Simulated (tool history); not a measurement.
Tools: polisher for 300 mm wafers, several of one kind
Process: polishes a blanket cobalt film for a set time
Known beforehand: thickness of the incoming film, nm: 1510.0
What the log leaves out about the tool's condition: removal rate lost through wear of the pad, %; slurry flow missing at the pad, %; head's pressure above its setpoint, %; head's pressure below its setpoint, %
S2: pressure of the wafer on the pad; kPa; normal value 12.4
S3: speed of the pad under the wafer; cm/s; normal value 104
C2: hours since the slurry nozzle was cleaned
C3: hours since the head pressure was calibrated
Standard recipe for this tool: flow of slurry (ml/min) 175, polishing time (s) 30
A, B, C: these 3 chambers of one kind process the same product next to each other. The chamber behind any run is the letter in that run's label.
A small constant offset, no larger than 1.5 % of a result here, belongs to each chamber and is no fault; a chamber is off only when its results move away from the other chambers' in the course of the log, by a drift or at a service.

Run 1A, hour 3.6: usual settings; wafers polished on this pad 682; C2 497.1; C3 214.0. Result: film removed (Å) 1202.60.
Run 2B, hour 11.1: usual settings; wafers polished on this pad 1304; C2 250.3; C3 518.2. Result: film removed (Å) 1227.70.
Run 3C, hour 14.7: usual settings; wafers polished on this pad 1032; C2 65.4; C3 964.1. Result: film removed (Å) 1227.80.
Run 4A, hour 19.2: usual settings; wafers polished on this pad 838; C2 512.7; C3 229.6. Result: film removed (Å) 1204.30.
At hour 20.1: chamber B: worn pad replaced by a new one.
Run 5B, hour 25.9: usual settings; wafers polished on this pad 58; C2 265.1; C3 533.0. Result: film removed (Å) 1203.10.
Run 6C, hour 32.6: usual settings; wafers polished on this pad 1211; C2 83.3; C3 982.0. Result: film removed (Å) 1221.00.
At hour 38.8: chamber A: worn pad replaced by a new one.
Run 7C, hour 39.5: usual settings but flow of slurry (ml/min) 205; wafers polished on this pad 1279; C2 90.2; C3 988.9. Result: film removed (Å) 1242.50.
Run 8A, hour 45.3: usual settings but flow of slurry (ml/min) 205; wafers polished on this pad 64; C2 538.8; C3 255.7. Result: film removed (Å) 1232.40.
At hour 49.2: chamber A: slurry nozzle cleaned.
At hour 49.5: chamber C: worn pad replaced by a new one.
Run 9B, hour 51.1: usual settings but flow of slurry (ml/min) 205; wafers polished on this pad 309; C2 290.3; C3 558.2. Result: film removed (Å) 1235.50.
Run 10A, hour 56.5: usual settings; wafers polished on this pad 176; C2 7.3; C3 266.9. Result: film removed (Å) 1242.50.
Run 11C, hour 63.6: usual settings; wafers polished on this pad 141; C2 114.3; C3 1013.0. Result: film removed (Å) 1237.30.
Run 12B, hour 68.7: usual settings; wafers polished on this pad 485; C2 307.9; C3 575.8. Result: film removed (Å) 1196.00.
Run 13B, hour 72.8: usual settings; wafers polished on this pad 526; C2 312.0; C3 579.9. Result: film removed (Å) 1206.90.
Run 14C, hour 76.7: usual settings; wafers polished on this pad 272; C2 127.4; C3 1026.1. Result: film removed (Å) 1216.20.
Run 15A, hour 81.5: usual settings; wafers polished on this pad 425; C2 32.3; C3 291.9. Result: film removed (Å) 1216.70.
Run 16A, hour 87.0: usual settings; wafers polished on this pad 480; C2 37.8; C3 297.4. Result: film removed (Å) 1221.60.
Run 17B, hour 92.7: usual settings; wafers polished on this pad 724; C2 331.9; C3 599.8. Result: film removed (Å) 1197.60.
At hour 96.4: chamber B: slurry nozzle cleaned.
Run 18C, hour 99.2: usual settings; wafers polished on this pad 496; C2 149.9; C3 1048.6. Result: film removed (Å) 1214.80.
At hour 99.6: chamber B: head pressure recalibrated.
Run 19A, hour 106.5: usual settings; wafers polished on this pad 674; C2 57.3; C3 316.9. Result: film removed (Å) 1215.60.
Run 20B, hour 110.5: usual settings but flow of slurry (ml/min) 210, S2 11.0 kPa; wafers polished on this pad 901; C2 14.1; C3 11.0. Result: film removed (Å) 1046.20.
Run 21C, hour 114.7: usual settings but flow of slurry (ml/min) 210, S2 11.0 kPa; wafers polished on this pad 650; C2 165.4; C3 1064.1. Result: film removed (Å) 1123.00.
Run 22A, hour 121.2: usual settings but flow of slurry (ml/min) 210, S2 11.0 kPa; wafers polished on this pad 821; C2 72.0; C3 331.6. Result: film removed (Å) 1125.00.
Run 23B, hour 124.8: usual settings; wafers polished on this pad 1044; C2 28.4; C3 25.3. Result: film removed (Å) 1136.50.
Run 24C, hour 128.4: usual settings but S3 72 cm/s; wafers polished on this pad 787; C2 179.1; C3 1077.8. Result: film removed (Å) 855.77.
Run 25A, hour 132.7: usual settings but S3 72 cm/s; wafers polished on this pad 936; C2 83.5; C3 343.1. Result: film removed (Å) 832.86.
Run 26B, hour 137.0: usual settings but S3 72 cm/s; wafers polished on this pad 1166; C2 40.6; C3 37.5. Result: film removed (Å) 781.81.
At hour 138.7: chamber B: worn pad replaced by a new one.
Run 27C, hour 142.3: usual settings but flow of slurry (ml/min) 210, polishing time (s) 21; wafers polished on this pad 925; C2 193.0; C3 1091.7. Result: film removed (Å) 877.02.
At hour 144.0: chamber A: worn pad replaced by a new one.
Run 28A, hour 147.1: usual settings but flow of slurry (ml/min) 210, polishing time (s) 21; wafers polished on this pad 30; C2 97.9; C3 357.5. Result: film removed (Å) 866.24.
Run 29C, hour 154.1: usual settings but flow of slurry (ml/min) 210, polishing time (s) 21; wafers polished on this pad 1043; C2 204.8; C3 1103.5. Result: film removed (Å) 886.81.
Run 30B, hour 159.0: usual settings; wafers polished on this pad 203; C2 62.6; C3 59.5. Result: film removed (Å) 1147.60.
Run 31C, hour 165.1: usual settings; wafers polished on this pad 1153; C2 215.8; C3 1114.5. Result: film removed (Å) 1220.10.
At hour 170.2: chamber C: worn pad replaced by a new one.
Run 32B, hour 171.3: usual settings; wafers polished on this pad 325; C2 74.9; C3 71.8. Result: film removed (Å) 1142.70.
Run 33A, hour 175.5: usual settings; wafers polished on this pad 314; C2 126.3; C3 385.9. Result: film removed (Å) 1202.80.
Run 34B, hour 182.0: usual settings; wafers polished on this pad 432; C2 85.6; C3 82.5. Result: film removed (Å) 1126.30.
Run 35A, hour 186.3: usual settings; wafers polished on this pad 421; C2 137.1; C3 396.7. Result: film removed (Å) 1223.90.
Run 36C, hour 192.1: usual settings; wafers polished on this pad 218; C2 242.8; C3 1141.5. Result: film removed (Å) 1242.20.
Run 37B, hour 199.4: usual settings; wafers polished on this pad 605; C2 103.0; C3 99.9. Result: film removed (Å) 1135.40.
Run 38A, hour 206.5: usual settings; wafers polished on this pad 623; C2 157.3; C3 416.9. Result: film removed (Å) 1208.20.
Run 39C, hour 213.0: usual settings; wafers polished on this pad 426; C2 263.7; C3 1162.4. Result: film removed (Å) 1216.90.
Run 40C, hour 220.3: usual settings; wafers polished on this pad 499; C2 271.0; C3 1169.7. Result: film removed (Å) 1231.00.
Run 41B, hour 225.0: usual settings; wafers polished on this pad 860; C2 128.6; C3 125.5. Result: film removed (Å) 1126.10.
Run 42A, hour 228.6: usual settings; wafers polished on this pad 843; C2 179.4; C3 439.0. Result: film removed (Å) 1215.80.
Run 43C, hour 236.1: usual settings; wafers polished on this pad 657; C2 286.8; C3 1185.5. Result: film removed (Å) 1221.90.
Run 44B, hour 241.5: usual settings; wafers polished on this pad 1025; C2 145.1; C3 142.0. Result: film removed (Å) 1144.90.

Does one chamber stand apart from the rest, does the shared gauge drift, or is all well apart from small per-chamber offsets? Give the chamber and the most likely cause, where there is one.

The work done on chamber B during a service left it standing apart from the others.
What lies behind it: head's pressure below its setpoint, % = 5.62.

Here are 4 candidates for chamber B's next run, each the usual settings with a change, their results left as question marks. Which one brings its results back in line with what the others give on the usual settings?
A result is in line if it is within this distance of the other chambers' mean on the usual settings: film removed (Å) 31.00
Run 45B-1, hour 246.8: usual settings but S3 112 cm/s. Result: film removed (Å) ?.
Run 45B-2, hour 246.8: usual settings but S3 98 cm/s. Result: film removed (Å) ?.
Run 45B-3, hour 246.8: usual settings but S2 11.7 kPa, S3 98 cm/s, polishing time (s) 29. Result: film removed (Å) ?.
Run 45B-4, hour 246.8: usual settings but S2 13.1 kPa, S3 110 cm/s, polishing time (s) 31. Result: film removed (Å) ?.

The mean the other chambers reach with the usual settings: film removed (Å) 1219.10
  run  film removed (Å)
45B-1           1229.60
45B-2           1073.80
45B-3            981.19
45B-4           1315.90
45B-1 is the one that brings the chamber's results back in line with the other chambers.
